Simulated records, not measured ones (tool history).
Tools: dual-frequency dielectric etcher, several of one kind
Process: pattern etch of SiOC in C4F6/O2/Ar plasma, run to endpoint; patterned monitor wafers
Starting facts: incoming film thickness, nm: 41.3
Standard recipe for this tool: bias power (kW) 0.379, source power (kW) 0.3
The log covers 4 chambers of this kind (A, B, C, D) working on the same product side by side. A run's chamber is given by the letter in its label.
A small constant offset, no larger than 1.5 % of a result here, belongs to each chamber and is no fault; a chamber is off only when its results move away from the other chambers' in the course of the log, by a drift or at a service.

| run | hour | bias power (kW) | source power (kW) | endpoint time (s) |
|---|---|---|---|---|
| 1D | 6.6 | 0.379 | 0.3 | 17.279 |
| 2B | 12.3 | 0.379 | 0.3 | 17.115 |
| 3A | 19.4 | 0.379 | 0.3 | 17.228 |
| 4C | 23.6 | 0.379 | 0.3 | 16.921 |
| 5A | 31.7 | 0.379 | 0.3 | 16.905 |
| 6D | 37.1 | 0.379 | 0.3 | 17.411 |
| 7C | 42.6 | 0.379 | 0.27 | 17.743 |
| 8B | 49.5 | 0.379 | 0.27 | 17.709 |
| 9A | 57.1 | 0.379 | 0.27 | 17.728 |
| 10C | 65.4 | 0.379 | 0.27 | 17.631 |
| 11D | 73.9 | 0.379 | 0.3 | 17.284 |
| 12B | 79.9 | 0.379 | 0.3 | 17.227 |
|  | 82.5 | chamber B: wet clean of the chamber |
| 13C | 87.2 | 0.379 | 0.3 | 16.994 |
| 14A | 92 | 0.428 | 0.35 | 15.419 |
| 15D | 99.4 | 0.428 | 0.35 | 15.688 |
| 16B | 104.4 | 0.428 | 0.35 | 15.988 |
| 17A | 111.2 | 0.428 | 0.35 | 15.514 |
| 18D | 120 | 0.41 | 0.25 | 17.914 |
| 19B | 128.8 | 0.41 | 0.25 | 18.277 |
| 20C | 133.5 | 0.41 | 0.25 | 17.671 |
| 21B | 140.7 | 0.41 | 0.25 | 18.349 |
|  | 147 | chamber A: bias power generator calibrated |
| 22A | 149.2 | 0.379 | 0.3 | 17.028 |
| 23C | 154.3 | 0.379 | 0.3 | 17.087 |
| 24D | 161.5 | 0.379 | 0.3 | 17.291 |

All chambers now run identical settings, listed one chamber a line with results as question marks. What results will each chamber show?
| 25A | 167.9 | 0.379 | 0.3 | ? |
| 25B | 167.9 | 0.379 | 0.3 | ? |
| 25C | 167.9 | 0.379 | 0.3 | ? |
| 25D | 167.9 | 0.379 | 0.3 | ? |

| run | endpoint time (s) |
|---|---|
| 25A | 17.05 |
| 25B | 17.714 |
| 25C | 17.037 |
| 25D | 17.454 |
